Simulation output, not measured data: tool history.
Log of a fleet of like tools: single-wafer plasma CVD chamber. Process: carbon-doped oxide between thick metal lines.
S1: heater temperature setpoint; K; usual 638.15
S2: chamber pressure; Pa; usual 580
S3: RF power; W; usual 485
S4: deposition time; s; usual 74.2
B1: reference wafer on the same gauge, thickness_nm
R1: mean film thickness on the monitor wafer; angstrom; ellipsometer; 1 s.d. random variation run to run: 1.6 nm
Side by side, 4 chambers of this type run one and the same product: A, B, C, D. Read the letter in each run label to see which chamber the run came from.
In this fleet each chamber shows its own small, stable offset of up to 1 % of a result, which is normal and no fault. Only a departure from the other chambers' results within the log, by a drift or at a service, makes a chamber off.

| run | hour | S1 | S2 | S3 | S4 | B1 | R1 |
|---|---|---|---|---|---|---|---|
| 1B | 9.9 | 638.15 | 580 | 485 | 74.2 | 327.80 | 3483.1 |
| 2C | 14.4 | 638.15 | 580 | 485 | 74.2 | 328.06 | 3463.3 |
| 3A | 20.8 | 638.15 | 580 | 485 | 74.2 | 328.16 | 3529.8 |
|  | 23.9 | chamber C: RF generator calibrated |
| 4D | 30.8 | 638.15 | 580 | 485 | 74.2 | 327.82 | 3464.3 |
| 5B | 37.3 | 638.15 | 580 | 485 | 74.2 | 327.90 | 3502.6 |
| 6A | 47.3 | 638.15 | 580 | 485 | 74.2 | 327.88 | 3522.2 |
| 7C | 57.3 | 638.15 | 580 | 485 | 74.2 | 328.00 | 3515.6 |
| 8D | 66.7 | 638.15 | 580 | 455 | 74.2 | 327.88 | 3339.6 |
|  | 71.4 | chamber C: capacitance manometer re-zeroed and calibrated |
| 9D | 73.7 | 638.15 | 580 | 455 | 74.2 | 328.02 | 3331.3 |
| 10A | 82.0 | 638.15 | 580 | 455 | 74.2 | 328.05 | 3364.0 |
| 11C | 88.1 | 638.15 | 580 | 455 | 74.2 | 328.19 | 3366.1 |
| 12B | 92.9 | 638.15 | 580 | 485 | 74.2 | 327.74 | 3475.1 |
| 13B | 100.7 | 638.15 | 580 | 485 | 74.2 | 328.05 | 3470.8 |
| 14A | 108.1 | 638.15 | 580 | 485 | 74.2 | 328.01 | 3500.4 |
| 15D | 117.1 | 638.15 | 580 | 485 | 74.2 | 327.80 | 3471.6 |
| 16C | 126.2 | 638.15 | 580 | 485 | 74.2 | 328.55 | 3513.9 |
|  | 130.6 | chamber D: capacitance manometer re-zeroed and calibrated |
| 17D | 133.9 | 638.15 | 580 | 485 | 74.2 | 328.31 | 3444.7 |
| 18A | 143.5 | 638.15 | 580 | 485 | 74.2 | 328.04 | 3491.9 |
| 19C | 152.7 | 638.15 | 580 | 485 | 74.2 | 328.06 | 3485.3 |
| 20B | 162.6 | 638.15 | 580 | 485 | 74.2 | 327.93 | 3492.8 |
| 21C | 169.6 | 638.15 | 580 | 485 | 74.2 | 328.36 | 3494.3 |
| 22D | 176.9 | 651.15 | 475 | 485 | 74.2 | 328.23 | 3202.0 |
| 23A | 182.7 | 651.15 | 475 | 485 | 74.2 | 327.98 | 3324.8 |
| 24B | 191.1 | 651.15 | 475 | 485 | 74.2 | 327.86 | 3297.7 |
| 25D | 201.2 | 651.15 | 475 | 485 | 74.2 | 327.97 | 3195.1 |
| 26A | 207.2 | 638.15 | 580 | 485 | 74.2 | 327.95 | 3538.1 |
|  | 211.0 | chamber B: capacitance manometer re-zeroed and calibrated |
| 27C | 214.6 | 638.15 | 580 | 485 | 74.2 | 327.85 | 3518.6 |
| 28B | 222.5 | 638.15 | 580 | 485 | 74.2 | 327.82 | 3476.4 |
| 29B | 231.0 | 638.15 | 580 | 485 | 74.2 | 327.88 | 3503.1 |
| 30A | 241.3 | 638.15 | 580 | 485 | 74.2 | 328.04 | 3527.3 |
| 31C | 247.5 | 638.15 | 580 | 485 | 74.2 | 327.84 | 3503.2 |

Does one chamber stand apart from the rest, does the shared gauge drift, or is all well apart from small per-chamber offsets? Give the chamber and the most likely cause, where there is one.

Little by little, chamber D moves away from the other chambers.
Most likely cause: delivered RF power below the setpoint (%) = 6.15.

Which of the 4 candidates below, each the usual settings with something changed and its results left as question marks, puts chamber D back in line with what the other chambers give on the usual settings?
Maximum distance from the other chambers' mean on the usual settings for a result to count as in line: R1 58.0 angstrom
| 32D-1 | 255.1 | 638.15 | 580 | 450 | 74.2 |  | ? |
| 32D-2 | 255.1 | 639.15 | 569 | 460 | 68.8 |  | ? |
| 32D-3 | 255.1 | 638.15 | 580 | 510 | 80.2 |  | ? |
| 32D-4 | 255.1 | 638.15 | 597 | 525 | 74.2 |  | ? |

Usual-settings mean across the other chambers: R1 3500.7 angstrom
| run | R1 |
|---|---|
| 32D-1 | 3140.6 |
| 32D-2 | 2945.8 |
| 32D-3 | 3696.3 |
| 32D-4 | 3499.7 |
It is 32D-4 that realigns the chamber with its peers.
